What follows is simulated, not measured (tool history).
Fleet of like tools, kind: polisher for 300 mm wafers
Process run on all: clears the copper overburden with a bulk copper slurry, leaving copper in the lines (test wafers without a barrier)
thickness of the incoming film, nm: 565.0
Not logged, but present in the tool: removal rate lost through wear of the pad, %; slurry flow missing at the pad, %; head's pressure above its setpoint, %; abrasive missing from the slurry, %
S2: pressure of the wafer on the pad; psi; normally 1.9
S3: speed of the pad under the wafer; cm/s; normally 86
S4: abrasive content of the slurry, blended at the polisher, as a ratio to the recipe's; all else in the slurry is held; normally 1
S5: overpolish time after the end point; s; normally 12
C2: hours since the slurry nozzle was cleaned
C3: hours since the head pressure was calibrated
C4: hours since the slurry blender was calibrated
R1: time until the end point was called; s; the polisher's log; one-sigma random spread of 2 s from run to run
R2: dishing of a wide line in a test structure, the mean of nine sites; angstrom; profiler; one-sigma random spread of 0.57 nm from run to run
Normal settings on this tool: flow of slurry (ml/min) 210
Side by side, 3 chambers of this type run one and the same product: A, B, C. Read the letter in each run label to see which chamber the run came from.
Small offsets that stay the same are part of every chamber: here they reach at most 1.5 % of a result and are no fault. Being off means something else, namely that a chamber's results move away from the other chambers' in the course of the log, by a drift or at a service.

{"run": "1A", "hour": 8.4, "flow of slurry (ml/min)": 210, "S2": 1.9, "S3": 86, "S4": 1, "S5": 12, "wafers polished on this pad": 1212, "C2": 84.4, "C3": 248.5, "C4": 204.4, "R1": 106.9, "R2": 410.39}
{"run": "2B", "hour": 12.9, "flow of slurry (ml/min)": 210, "S2": 1.9, "S3": 86, "S4": 1, "S5": 12, "wafers polished on this pad": 598, "C2": 618.6, "C3": 14.2, "C4": 96.6, "R1": 106.92, "R2": 414.52}
{"hour": 13.1, "done": "chamber A: worn pad replaced by a new one"}
{"hour": 16.2, "done": "chamber B: slurry nozzle cleaned"}
{"hour": 20.3, "done": "chamber C: worn pad replaced by a new one"}
{"run": "3C", "hour": 20.3, "flow of slurry (ml/min)": 210, "S2": 1.9, "S3": 86, "S4": 1, "S5": 12, "wafers polished on this pad": 0, "C2": 73.1, "C3": 931.1, "C4": 147.5, "R1": 106.01, "R2": 431.4}
{"run": "4B", "hour": 24.8, "flow of slurry (ml/min)": 210, "S2": 1.9, "S3": 86, "S4": 1, "S5": 12, "wafers polished on this pad": 677, "C2": 8.7, "C3": 26.1, "C4": 108.5, "R1": 103.35, "R2": 415.57}
{"hour": 26.3, "done": "chamber C: slurry blender recalibrated"}
{"run": "5A", "hour": 29.9, "flow of slurry (ml/min)": 210, "S2": 1.9, "S3": 86, "S4": 1, "S5": 12, "wafers polished on this pad": 112, "C2": 105.9, "C3": 270.0, "C4": 225.9, "R1": 104.59, "R2": 411.09}
{"run": "6C", "hour": 38.2, "flow of slurry (ml/min)": 210, "S2": 1.9, "S3": 86, "S4": 1, "S5": 12, "wafers polished on this pad": 119, "C2": 91.0, "C3": 949.0, "C4": 11.9, "R1": 106.89, "R2": 419.3}
{"run": "7B", "hour": 42.6, "flow of slurry (ml/min)": 210, "S2": 1.9, "S3": 86, "S4": 1, "S5": 12, "wafers polished on this pad": 796, "C2": 26.5, "C3": 43.9, "C4": 126.3, "R1": 102.8, "R2": 409.53}
{"run": "8C", "hour": 48.5, "flow of slurry (ml/min)": 210, "S2": 1.9, "S3": 86, "S4": 1, "S5": 12, "wafers polished on this pad": 188, "C2": 101.3, "C3": 959.3, "C4": 22.2, "R1": 104.28, "R2": 416.23}
{"run": "9A", "hour": 56.2, "flow of slurry (ml/min)": 210, "S2": 1.9, "S3": 86, "S4": 1, "S5": 12, "wafers polished on this pad": 287, "C2": 132.2, "C3": 296.3, "C4": 252.2, "R1": 103.33, "R2": 421.1}
{"run": "10C", "hour": 63.0, "flow of slurry (ml/min)": 210, "S2": 2.5, "S3": 86, "S4": 1, "S5": 17, "wafers polished on this pad": 285, "C2": 115.8, "C3": 973.8, "C4": 36.7, "R1": 81.221, "R2": 693.79}
{"run": "11A", "hour": 68.5, "flow of slurry (ml/min)": 210, "S2": 2.5, "S3": 86, "S4": 1, "S5": 17, "wafers polished on this pad": 369, "C2": 144.5, "C3": 308.6, "C4": 264.5, "R1": 77.612, "R2": 662.71}
{"run": "12B", "hour": 74.8, "flow of slurry (ml/min)": 210, "S2": 2.5, "S3": 86, "S4": 1, "S5": 17, "wafers polished on this pad": 1010, "C2": 58.7, "C3": 76.1, "C4": 158.5, "R1": 84.211, "R2": 663.91}
{"run": "13B", "hour": 82.4, "flow of slurry (ml/min)": 210, "S2": 1.9, "S3": 86, "S4": 1, "S5": 12, "wafers polished on this pad": 1061, "C2": 66.3, "C3": 83.7, "C4": 166.1, "R1": 107.48, "R2": 399.28}
{"run": "14C", "hour": 89.3, "flow of slurry (ml/min)": 210, "S2": 1.9, "S3": 62, "S4": 1, "S5": 9, "wafers polished on this pad": 460, "C2": 142.1, "C3": 1000.1, "C4": 63.0, "R1": 139.5, "R2": 257.5}
{"run": "15A", "hour": 94.0, "flow of slurry (ml/min)": 210, "S2": 1.9, "S3": 62, "S4": 1, "S5": 9, "wafers polished on this pad": 539, "C2": 170.0, "C3": 334.1, "C4": 290.0, "R1": 144.29, "R2": 249.29}
{"hour": 101.4, "done": "chamber A: head pressure recalibrated"}
{"run": "16B", "hour": 101.7, "flow of slurry (ml/min)": 210, "S2": 1.9, "S3": 62, "S4": 1, "S5": 9, "wafers polished on this pad": 1189, "C2": 85.6, "C3": 103.0, "C4": 185.4, "R1": 153.96, "R2": 234.25}
{"run": "17C", "hour": 109.5, "flow of slurry (ml/min)": 210, "S2": 1.9, "S3": 86, "S4": 1, "S5": 12, "wafers polished on this pad": 594, "C2": 162.3, "C3": 1020.3, "C4": 83.2, "R1": 101.86, "R2": 415.98}
{"run": "18A", "hour": 117.0, "flow of slurry (ml/min)": 210, "S2": 1.9, "S3": 86, "S4": 1, "S5": 12, "wafers polished on this pad": 692, "C2": 193.0, "C3": 15.6, "C4": 313.0, "R1": 105.26, "R2": 423.68}
{"run": "19A", "hour": 122.1, "flow of slurry (ml/min)": 210, "S2": 1.9, "S3": 86, "S4": 1, "S5": 12, "wafers polished on this pad": 726, "C2": 198.1, "C3": 20.7, "C4": 318.1, "R1": 102.5, "R2": 420.27}
{"run": "20C", "hour": 130.2, "flow of slurry (ml/min)": 210, "S2": 1.9, "S3": 86, "S4": 1, "S5": 12, "wafers polished on this pad": 732, "C2": 183.0, "C3": 1041.0, "C4": 103.9, "R1": 108.68, "R2": 427.52}
{"run": "21B", "hour": 135.8, "flow of slurry (ml/min)": 210, "S2": 1.9, "S3": 86, "S4": 1, "S5": 12, "wafers polished on this pad": 1417, "C2": 119.7, "C3": 137.1, "C4": 219.5, "R1": 111.46, "R2": 389.73}
{"run": "22B", "hour": 140.8, "flow of slurry (ml/min)": 210, "S2": 1.9, "S3": 86, "S4": 1, "S5": 12, "wafers polished on this pad": 1450, "C2": 124.7, "C3": 142.1, "C4": 224.5, "R1": 112.9, "R2": 391.56}
{"run": "23A", "hour": 147.0, "flow of slurry (ml/min)": 210, "S2": 1.9, "S3": 86, "S4": 1, "S5": 12, "wafers polished on this pad": 892, "C2": 223.0, "C3": 45.6, "C4": 343.0, "R1": 100.67, "R2": 409.52}
{"hour": 147.2, "done": "chamber C: worn pad replaced by a new one"}
{"run": "24C", "hour": 155.4, "flow of slurry (ml/min)": 210, "S2": 1.9, "S3": 86, "S4": 1, "S5": 12, "wafers polished on this pad": 54, "C2": 208.2, "C3": 1066.2, "C4": 129.1, "R1": 104.29, "R2": 419.92}
{"run": "25A", "hour": 161.5, "flow of slurry (ml/min)": 210, "S2": 1.9, "S3": 86, "S4": 1, "S5": 12, "wafers polished on this pad": 989, "C2": 237.5, "C3": 60.1, "C4": 357.5, "R1": 103.09, "R2": 411.04}

Each of the 3 chambers runs these same settings next. Fill in every chamber's results:
{"run": "26A", "hour": 167.5, "flow of slurry (ml/min)": 140, "S2": 1.9, "S3": 86, "S4": 1, "S5": 12, "R1": "?", "R2": "?"}
{"run": "26B", "hour": 167.5, "flow of slurry (ml/min)": 140, "S2": 1.9, "S3": 86, "S4": 1, "S5": 12, "R1": "?", "R2": "?"}
{"run": "26C", "hour": 167.5, "flow of slurry (ml/min)": 140, "S2": 1.9, "S3": 86, "S4": 1, "S5": 12, "R1": "?", "R2": "?"}

run=26A R1=112.390 R2=392.98
run=26B R1=123.400 R2=361.20
run=26C R1=111.760 R2=406.39

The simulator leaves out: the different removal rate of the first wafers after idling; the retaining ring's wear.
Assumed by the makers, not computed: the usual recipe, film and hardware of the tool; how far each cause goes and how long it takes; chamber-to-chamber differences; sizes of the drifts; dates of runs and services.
